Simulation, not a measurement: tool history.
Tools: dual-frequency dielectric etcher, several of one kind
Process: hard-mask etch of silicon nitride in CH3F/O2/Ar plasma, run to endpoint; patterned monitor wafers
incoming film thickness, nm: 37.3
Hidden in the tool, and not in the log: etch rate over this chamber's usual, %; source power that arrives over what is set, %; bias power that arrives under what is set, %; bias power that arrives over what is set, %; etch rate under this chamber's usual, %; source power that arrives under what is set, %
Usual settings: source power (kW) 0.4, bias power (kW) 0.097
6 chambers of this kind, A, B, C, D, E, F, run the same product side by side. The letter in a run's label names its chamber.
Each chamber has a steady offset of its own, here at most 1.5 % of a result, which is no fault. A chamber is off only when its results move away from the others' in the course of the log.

run     day  source power (kW)  bias power (kW)  hours since the last wet clean  hours since the last source power generator calibration  hours since the last bias power generator calibration  endpoint time (s)
 1A   0.362                0.4            0.097                           262.4                                                   2291.7                                                 2471.6              49.04
 2B   0.729                0.4            0.097                            80.3                                                   1878.9                                                 2060.8             49.104
 3C   1.154                0.4            0.097                             562                                                    722.8                                                  233.7             48.632
 4E   1.417                0.4            0.097                           244.9                                                   1915.2                                                 1907.5             47.832
 5F   1.904                0.4            0.097                           289.2                                                   1306.6                                                 1159.4             48.747
 6D   2.208                0.4            0.097                           425.4                                                     2301                                                  599.5             48.217
 7B   2.496                0.4            0.097                           122.7                                                   1921.3                                                 2103.2              48.64
 8E   2.758                0.4            0.097                           277.1                                                   1947.4                                                 1939.7             48.005
      2.925  -- chamber E: source power generator calibrated
 9F   3.117                0.4            0.097                           318.3                                                   1335.7                                                 1188.5             48.537
10A   3.579                0.4            0.097                           339.6                                                   2368.9                                                 2548.8                 49
11D    4.05                0.4            0.097                           469.6                                                   2345.2                                                  643.7             47.902
      4.062  -- chamber C: wet clean of the chamber
12C   4.467                0.4            0.097                             9.8                                                    802.3                                                  313.2             49.337
13F   4.704                0.4            0.097                           356.4                                                   1373.8                                                 1226.6             48.259
14C   5.071                0.4            0.097                            24.3                                                    816.8                                                  327.7              48.49
15D     5.5                0.4            0.097                           504.4                                                     2380                                                  678.5             47.889
16A   5.925                0.4            0.097                           395.9                                                   2425.2                                                 2605.1             48.991
17B     6.4                0.4            0.097                           216.4                                                     2015                                                 2196.9             47.832
18E   6.683                0.4            0.097                           371.3                                                     90.2                                                 2033.9             47.973
19E   7.154                0.4            0.097                           382.6                                                    101.5                                                 2045.2             47.745
20C   7.692                0.4            0.097                            87.2                                                    879.7                                                  390.6             48.901
21F   7.975               0.49            0.081                           434.9                                                   1452.3                                                 1305.1             48.199
22D   8.458               0.49            0.081                           575.4                                                     2451                                                  749.5             48.106
      8.596  -- chamber F: wet clean of the chamber
23B   8.758               0.49            0.081                             273                                                   2071.6                                                 2253.5             47.847
24A   9.188               0.49            0.081                           474.2                                                   2503.5                                                 2683.4             48.004
      9.233  -- chamber B: bias power generator calibrated
      9.358  -- chamber E: wet clean of the chamber
25C   9.554               0.49            0.081                           131.9                                                    924.4                                                  435.3             47.694
26E  10.008               0.49            0.081                            15.6                                                      170                                                 2113.7             47.846
     10.029  -- chamber D: wet clean of the chamber
27A  10.254                0.4            0.097                           499.8                                                   2529.1                                                   2709             48.381
     10.508  -- chamber F: source power generator calibrated
28B  10.729                0.4            0.097                           320.3                                                   2118.9                                                   35.9             47.945
29D    11.2                0.4            0.097                            28.1                                                   2516.8                                                  815.3             48.263
30F  11.512                0.4            0.097                              70                                                     24.1                                                   1390             48.104
31C  11.833                0.4            0.097                           186.6                                                    979.1                                                    490              49.45
     12.096  -- chamber B: wet clean of the chamber
32B  12.138                0.4            0.097                             1.1                                                   2152.7                                                   69.7             48.807
33E  12.421                0.4            0.097                            73.5                                                    227.9                                                 2171.6             48.383
34D  12.779                0.4            0.097                              66                                                   2554.7                                                  853.2             47.601
35F  13.158                0.4            0.097                           109.5                                                     63.6                                                 1429.5             48.786
36A  13.608                0.4            0.097                           580.3                                                   2609.6                                                 2789.5             49.074
37B    14.1                0.4            0.097                            48.2                                                   2199.8                                                  116.8             48.418
38D  14.546                0.4            0.097                           108.4                                                   2597.1                                                  895.6             47.963

Next, every chamber runs the same settings. What will each give?
39A  14.929                0.4            0.097                                                                                                                                                                  ?
39B  14.929                0.4            0.097                                                                                                                                                                  ?
39C  14.929                0.4            0.097                                                                                                                                                                  ?
39D  14.929                0.4            0.097                                                                                                                                                                  ?
39E  14.929                0.4            0.097                                                                                                                                                                  ?
39F  14.929                0.4            0.097                                                                                                                                                                  ?

run  endpoint time (s)
39A             48.833
39B             48.934
39C             48.901
39D             47.839
39E              47.52
39F             48.537

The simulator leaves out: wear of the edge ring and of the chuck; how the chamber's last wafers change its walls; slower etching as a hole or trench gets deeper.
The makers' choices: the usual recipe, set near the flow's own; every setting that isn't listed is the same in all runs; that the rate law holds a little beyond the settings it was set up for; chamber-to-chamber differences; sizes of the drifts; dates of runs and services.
